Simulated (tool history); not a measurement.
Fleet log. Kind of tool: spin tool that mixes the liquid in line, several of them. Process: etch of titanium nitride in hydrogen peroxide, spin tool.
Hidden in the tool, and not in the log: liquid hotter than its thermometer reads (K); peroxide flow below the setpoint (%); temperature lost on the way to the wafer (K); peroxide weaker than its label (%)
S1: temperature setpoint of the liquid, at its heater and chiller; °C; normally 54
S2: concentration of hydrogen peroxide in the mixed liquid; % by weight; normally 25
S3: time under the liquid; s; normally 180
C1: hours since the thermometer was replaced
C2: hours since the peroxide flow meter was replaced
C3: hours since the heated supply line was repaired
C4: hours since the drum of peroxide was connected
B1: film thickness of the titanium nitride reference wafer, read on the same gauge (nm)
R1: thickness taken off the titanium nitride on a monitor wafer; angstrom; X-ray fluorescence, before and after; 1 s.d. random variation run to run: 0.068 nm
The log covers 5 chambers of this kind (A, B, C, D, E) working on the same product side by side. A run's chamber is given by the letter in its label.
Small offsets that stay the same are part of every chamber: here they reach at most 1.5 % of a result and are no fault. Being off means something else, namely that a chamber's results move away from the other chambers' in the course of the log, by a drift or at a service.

{"run": "1B", "hour": 4.3, "S1": 54, "S2": 25, "S3": 180, "C1": 765.1, "C2": 1392.7, "C3": 849.5, "C4": 286.5, "B1": 50.012, "R1": 70.328}
{"run": "2A", "hour": 7.7, "S1": 54, "S2": 25, "S3": 180, "C1": 43.8, "C2": 462.8, "C3": 65.3, "C4": 920.8, "B1": 50.004, "R1": 71.759}
{"run": "3C", "hour": 10.8, "S1": 54, "S2": 25, "S3": 180, "C1": 1075.9, "C2": 229.8, "C3": 1758.1, "C4": 701.4, "B1": 49.998, "R1": 70.908}
{"run": "4E", "hour": 14.1, "S1": 54, "S2": 25, "S3": 180, "C1": 512.2, "C2": 1458, "C3": 1932.6, "C4": 813.7, "B1": 50.005, "R1": 68.931}
{"run": "5D", "hour": 18.8, "S1": 54, "S2": 25, "S3": 135, "C1": 861.6, "C2": 986.5, "C3": 1978.5, "C4": 579, "B1": 50.007, "R1": 52.011}
{"run": "6B", "hour": 24.5, "S1": 54, "S2": 25, "S3": 135, "C1": 785.3, "C2": 1412.9, "C3": 869.7, "C4": 306.7, "B1": 50.007, "R1": 53.407}
{"run": "7D", "hour": 29.2, "S1": 54, "S2": 25, "S3": 135, "C1": 872, "C2": 996.9, "C3": 1988.9, "C4": 589.4, "B1": 50.017, "R1": 52.457}
{"hour": 29.7, "done": "chamber E: peroxide flow meter replaced"}
{"run": "8C", "hour": 32.4, "S1": 54, "S2": 25, "S3": 135, "C1": 1097.5, "C2": 251.4, "C3": 1779.7, "C4": 723, "B1": 50.003, "R1": 52.694}
{"run": "9A", "hour": 35.8, "S1": 54, "S2": 25, "S3": 135, "C1": 71.9, "C2": 490.9, "C3": 93.4, "C4": 948.9, "B1": 49.984, "R1": 52.749}
{"hour": 37.2, "done": "chamber E: new drum of peroxide connected"}
{"run": "10E", "hour": 38.7, "S1": 54, "S2": 25, "S3": 180, "C1": 536.8, "C2": 9.1, "C3": 1957.2, "C4": 1.5, "B1": 49.994, "R1": 70.037}
{"hour": 40.8, "done": "chamber D: thermometer replaced"}
{"run": "11D", "hour": 44.0, "S1": 54, "S2": 25, "S3": 180, "C1": 3.2, "C2": 1011.7, "C3": 2003.7, "C4": 604.2, "B1": 50.009, "R1": 70.295}
{"run": "12C", "hour": 48.6, "S1": 54, "S2": 25, "S3": 180, "C1": 1113.7, "C2": 267.6, "C3": 1795.9, "C4": 739.2, "B1": 49.995, "R1": 70.912}
{"hour": 49.4, "done": "chamber A: new drum of peroxide connected"}
{"run": "13B", "hour": 52.0, "S1": 54, "S2": 25, "S3": 115, "C1": 812.8, "C2": 1440.4, "C3": 897.2, "C4": 334.2, "B1": 50.001, "R1": 45.051}
{"run": "14E", "hour": 54.5, "S1": 54, "S2": 25, "S3": 115, "C1": 552.6, "C2": 24.9, "C3": 1973, "C4": 17.3, "B1": 50, "R1": 44.974}
{"run": "15A", "hour": 59.6, "S1": 54, "S2": 25, "S3": 115, "C1": 95.7, "C2": 514.7, "C3": 117.2, "C4": 10.3, "B1": 50.019, "R1": 46.303}
{"run": "16D", "hour": 64.9, "S1": 54, "S2": 25, "S3": 115, "C1": 24.1, "C2": 1032.6, "C3": 2024.6, "C4": 625.1, "B1": 49.994, "R1": 44.49}
{"run": "17C", "hour": 67.6, "S1": 54, "S2": 25, "S3": 115, "C1": 1132.7, "C2": 286.6, "C3": 1814.9, "C4": 758.2, "B1": 49.992, "R1": 44.928}
{"run": "18B", "hour": 72.3, "S1": 54, "S2": 25, "S3": 180, "C1": 833.1, "C2": 1460.7, "C3": 917.5, "C4": 354.5, "B1": 49.995, "R1": 70.692}
{"run": "19A", "hour": 77.1, "S1": 54, "S2": 25, "S3": 180, "C1": 113.2, "C2": 532.2, "C3": 134.7, "C4": 27.8, "B1": 50.005, "R1": 71.341}
{"run": "20E", "hour": 81.2, "S1": 54, "S2": 25, "S3": 180, "C1": 579.3, "C2": 51.6, "C3": 1999.7, "C4": 44, "B1": 50.008, "R1": 69.811}
{"run": "21B", "hour": 86.3, "S1": 54, "S2": 25, "S3": 180, "C1": 847.1, "C2": 1474.7, "C3": 931.5, "C4": 368.5, "B1": 50.011, "R1": 70.096}
{"run": "22A", "hour": 89.1, "S1": 54, "S2": 25, "S3": 180, "C1": 125.2, "C2": 544.2, "C3": 146.7, "C4": 39.8, "B1": 50.022, "R1": 70.535}
{"run": "23C", "hour": 94.5, "S1": 54, "S2": 25, "S3": 180, "C1": 1159.6, "C2": 313.5, "C3": 1841.8, "C4": 785.1, "B1": 49.998, "R1": 71.108}
{"run": "24D", "hour": 98.6, "S1": 54, "S2": 25, "S3": 180, "C1": 57.8, "C2": 1066.3, "C3": 2058.3, "C4": 658.8, "B1": 49.997, "R1": 68.288}
{"run": "25E", "hour": 102.5, "S1": 54, "S2": 25, "S3": 180, "C1": 600.6, "C2": 72.9, "C3": 2021, "C4": 65.3, "B1": 50.007, "R1": 71.066}
{"run": "26C", "hour": 108.0, "S1": 54, "S2": 25, "S3": 180, "C1": 1173.1, "C2": 327, "C3": 1855.3, "C4": 798.6, "B1": 49.989, "R1": 71.05}
{"run": "27B", "hour": 112.9, "S1": 61, "S2": 30, "S3": 180, "C1": 873.7, "C2": 1501.3, "C3": 958.1, "C4": 395.1, "B1": 50.018, "R1": 117.18}
{"run": "28A", "hour": 116.5, "S1": 61, "S2": 30, "S3": 180, "C1": 152.6, "C2": 571.6, "C3": 174.1, "C4": 67.2, "B1": 49.986, "R1": 118.62}
{"run": "29E", "hour": 119.1, "S1": 61, "S2": 30, "S3": 180, "C1": 617.2, "C2": 89.5, "C3": 2037.6, "C4": 81.9, "B1": 49.987, "R1": 118.03}
{"run": "30D", "hour": 123.1, "S1": 61, "S2": 30, "S3": 180, "C1": 82.3, "C2": 1090.8, "C3": 2082.8, "C4": 683.3, "B1": 49.997, "R1": 112.28}
{"run": "31D", "hour": 128.7, "S1": 61, "S2": 30, "S3": 180, "C1": 87.9, "C2": 1096.4, "C3": 2088.4, "C4": 688.9, "B1": 50.007, "R1": 109.81}
{"run": "32C", "hour": 132.7, "S1": 54, "S2": 25, "S3": 180, "C1": 1197.8, "C2": 351.7, "C3": 1880, "C4": 823.3, "B1": 50.016, "R1": 71.204}
{"run": "33B", "hour": 137.5, "S1": 54, "S2": 25, "S3": 180, "C1": 898.3, "C2": 1525.9, "C3": 982.7, "C4": 419.7, "B1": 50.001, "R1": 70.98}
{"run": "34E", "hour": 140.9, "S1": 54, "S2": 25, "S3": 180, "C1": 639, "C2": 111.3, "C3": 2059.4, "C4": 103.7, "B1": 49.983, "R1": 71.036}
{"run": "35A", "hour": 145.7, "S1": 54, "S2": 25, "S3": 180, "C1": 181.8, "C2": 600.8, "C3": 203.3, "C4": 96.4, "B1": 49.987, "R1": 70.617}
{"run": "36E", "hour": 148.9, "S1": 54, "S2": 25, "S3": 180, "C1": 647, "C2": 119.3, "C3": 2067.4, "C4": 111.7, "B1": 49.988, "R1": 70.088}
{"run": "37A", "hour": 152.6, "S1": 54, "S2": 25, "S3": 180, "C1": 188.7, "C2": 607.7, "C3": 210.2, "C4": 103.3, "B1": 49.998, "R1": 71.183}
{"run": "38C", "hour": 157.4, "S1": 54, "S2": 25, "S3": 180, "C1": 1222.5, "C2": 376.4, "C3": 1904.7, "C4": 848, "B1": 49.997, "R1": 70.772}
{"run": "39D", "hour": 162.2, "S1": 54, "S2": 25, "S3": 180, "C1": 121.4, "C2": 1129.9, "C3": 2121.9, "C4": 722.4, "B1": 50.005, "R1": 64.489}
{"run": "40B", "hour": 166.7, "S1": 54, "S2": 25, "S3": 180, "C1": 927.5, "C2": 1555.1, "C3": 1011.9, "C4": 448.9, "B1": 49.99, "R1": 70.277}
{"run": "41E", "hour": 169.7, "S1": 54, "S2": 25, "S3": 180, "C1": 667.8, "C2": 140.1, "C3": 2088.2, "C4": 132.5, "B1": 50.003, "R1": 70.195}
{"run": "42C", "hour": 175.3, "S1": 54, "S2": 25, "S3": 180, "C1": 1240.4, "C2": 394.3, "C3": 1922.6, "C4": 865.9, "B1": 50.017, "R1": 71.196}
{"run": "43B", "hour": 177.9, "S1": 54, "S2": 25, "S3": 180, "C1": 938.7, "C2": 1566.3, "C3": 1023.1, "C4": 460.1, "B1": 49.99, "R1": 70.286}

One chamber off, gauge drift, or nothing amiss beyond the chambers' own small offsets? If it is a chamber, which one, and what is the likeliest cause?

One chamber, D, drifts off from the rest bit by bit.
Likeliest cause: temperature lost on the way to the wafer (K) = 1.42.
The log may not tell that from: liquid colder than its thermometer reads (K).

Which of the 4 candidates below, each the usual settings with something changed and its results left as question marks, puts chamber D back in line with what the other chambers give on the usual settings?
In-line tolerance around the mean of the other chambers on the usual settings: R1 2.4 angstrom
{"run": "44D-1", "hour": 182.0, "S1": 53.5, "S2": 25, "S3": 180, "R1": "?"}
{"run": "44D-2", "hour": 182.0, "S1": 54, "S2": 25, "S3": 200, "R1": "?"}
{"run": "44D-3", "hour": 182.0, "S1": 54.5, "S2": 25, "S3": 180, "R1": "?"}
{"run": "44D-4", "hour": 182.0, "S1": 54, "S2": 25, "S3": 160, "R1": "?"}

Other chambers, usual settings, mean: R1 70.558 angstrom
run=44D-1 R1=61.871
run=44D-2 R1=71.237
run=44D-3 R1=66.477
run=44D-4 R1=56.99
It is 44D-2 that realigns the chamber with its peers.

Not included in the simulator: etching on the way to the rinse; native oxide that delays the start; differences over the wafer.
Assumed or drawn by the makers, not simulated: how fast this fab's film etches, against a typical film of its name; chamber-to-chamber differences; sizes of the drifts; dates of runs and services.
